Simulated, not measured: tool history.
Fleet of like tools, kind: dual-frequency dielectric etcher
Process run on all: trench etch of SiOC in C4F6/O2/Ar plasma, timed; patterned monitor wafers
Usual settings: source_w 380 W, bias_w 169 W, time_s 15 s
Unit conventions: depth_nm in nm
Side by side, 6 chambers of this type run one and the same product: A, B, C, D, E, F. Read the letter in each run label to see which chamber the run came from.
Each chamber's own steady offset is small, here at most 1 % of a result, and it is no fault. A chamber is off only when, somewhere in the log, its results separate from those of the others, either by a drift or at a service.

| run | hour | source_w | bias_w | time_s | read-back reference wafer on the same gauge, depth_nm | depth_nm |
|---|---|---|---|---|---|---|
| 1D | 5.6 | 380 | 169 | 15 | 33.814 | 30.253 |
| 2F | 10.7 | 380 | 169 | 15 | 33.797 | 30.036 |
| 3C | 15.9 | 380 | 169 | 15 | 33.793 | 29.898 |
| 4B | 24.3 | 380 | 169 | 15 | 33.828 | 30.075 |
| 5A | 29.6 | 380 | 169 | 15 | 33.766 | 30.031 |
| 6E | 36.9 | 380 | 169 | 15 | 33.792 | 30.115 |
| 7F | 45.3 | 380 | 169 | 15 | 33.756 | 29.89 |
| 8B | 54.2 | 380 | 169 | 15 | 33.779 | 30.168 |
| 9E | 58.9 | 450 | 169 | 15 | 33.799 | 31.987 |
| 10C | 66.3 | 450 | 169 | 15 | 33.786 | 32.011 |
| 11D | 72 | 450 | 169 | 15 | 33.799 | 32.2 |
| 12A | 76.9 | 450 | 169 | 15 | 33.791 | 32.083 |
| 13D | 81.8 | 450 | 169 | 15 | 33.796 | 32.182 |
| 14E | 90.3 | 450 | 169 | 15 | 33.796 | 31.85 |
|  | 96.3 | chamber D: wet clean of the chamber |
| 15C | 99.3 | 380 | 169 | 15 | 33.86 | 29.678 |
|  | 103 | chamber A: wet clean of the chamber |
| 16A | 105.3 | 380 | 169 | 15 | 33.787 | 29.883 |
| 17B | 109.6 | 380 | 169 | 15 | 33.833 | 29.92 |
| 18F | 113.8 | 380 | 169 | 15 | 33.802 | 30.092 |
| 19A | 121.7 | 380 | 169 | 15 | 33.854 | 30.12 |
|  | 127.1 | chamber C: wet clean of the chamber |
| 20E | 128.1 | 380 | 169 | 15 | 33.778 | 29.954 |
| 21D | 135.4 | 380 | 169 | 15 | 33.803 | 29.925 |
| 22B | 140 | 380 | 169 | 15 | 33.841 | 30.379 |
| 23C | 148.8 | 380 | 169 | 15 | 33.829 | 30.013 |
| 24F | 154.3 | 380 | 169 | 15 | 33.843 | 29.927 |
| 25E | 161.3 | 380 | 169 | 15 | 33.768 | 29.956 |
| 26B | 169.4 | 380 | 169 | 15 | 33.798 | 30.404 |
| 27F | 177.1 | 380 | 169 | 15 | 33.819 | 30.013 |
| 28C | 182.3 | 320 | 202 | 15 | 33.766 | 29.403 |
| 29A | 186.4 | 320 | 202 | 15 | 33.818 | 30.025 |
| 30D | 192.7 | 320 | 202 | 15 | 33.767 | 29.759 |
| 31D | 197.2 | 320 | 202 | 15 | 33.8 | 29.625 |
| 32A | 203.5 | 320 | 202 | 15 | 33.798 | 29.741 |
| 33B | 210.3 | 320 | 202 | 15 | 33.81 | 30.714 |
| 34E | 217.4 | 380 | 169 | 15 | 33.834 | 29.946 |
| 35F | 226.2 | 310 | 143 | 15 | 33.809 | 26.387 |
| 36C | 233.8 | 310 | 143 | 15 | 33.805 | 26.012 |
| 37F | 239 | 310 | 143 | 15 | 33.797 | 26.482 |
| 38A | 245.9 | 310 | 143 | 15 | 33.768 | 26.624 |

Read the log: is a single chamber off, either drifting away or since a service, is the gauge that measures every chamber drifting, or is nothing wrong beyond small per-chamber offsets? Name any odd chamber and what most likely caused it.

Little by little, chamber B moves away from the other chambers.
Most likely cause: etch rate over this chamber's usual, % = 4.16.

Which of the 4 candidates below, each the usual settings with something changed and its results left as question marks, puts chamber B back in line with what the other chambers give on the usual settings?
In line here means within this much of the mean the other chambers give on the usual settings: depth_nm 0.51 nm
| 39B-1 | 252.4 | 380 | 163 | 15 |  | ? |
| 39B-2 | 252.4 | 340 | 169 | 15 |  | ? |
| 39B-3 | 252.4 | 380 | 175 | 15 |  | ? |
| 39B-4 | 252.4 | 380 | 171 | 15.5 |  | ? |

Mean of the other chambers on the usual settings: depth_nm 29.993 nm
| run | depth_nm |
|---|---|
| 39B-1 | 30.905 |
| 39B-2 | 29.928 |
| 39B-3 | 31.595 |
| 39B-4 | 32.413 |
The answer is 39B-2, which returns the chamber to within the allowed miss of the others.

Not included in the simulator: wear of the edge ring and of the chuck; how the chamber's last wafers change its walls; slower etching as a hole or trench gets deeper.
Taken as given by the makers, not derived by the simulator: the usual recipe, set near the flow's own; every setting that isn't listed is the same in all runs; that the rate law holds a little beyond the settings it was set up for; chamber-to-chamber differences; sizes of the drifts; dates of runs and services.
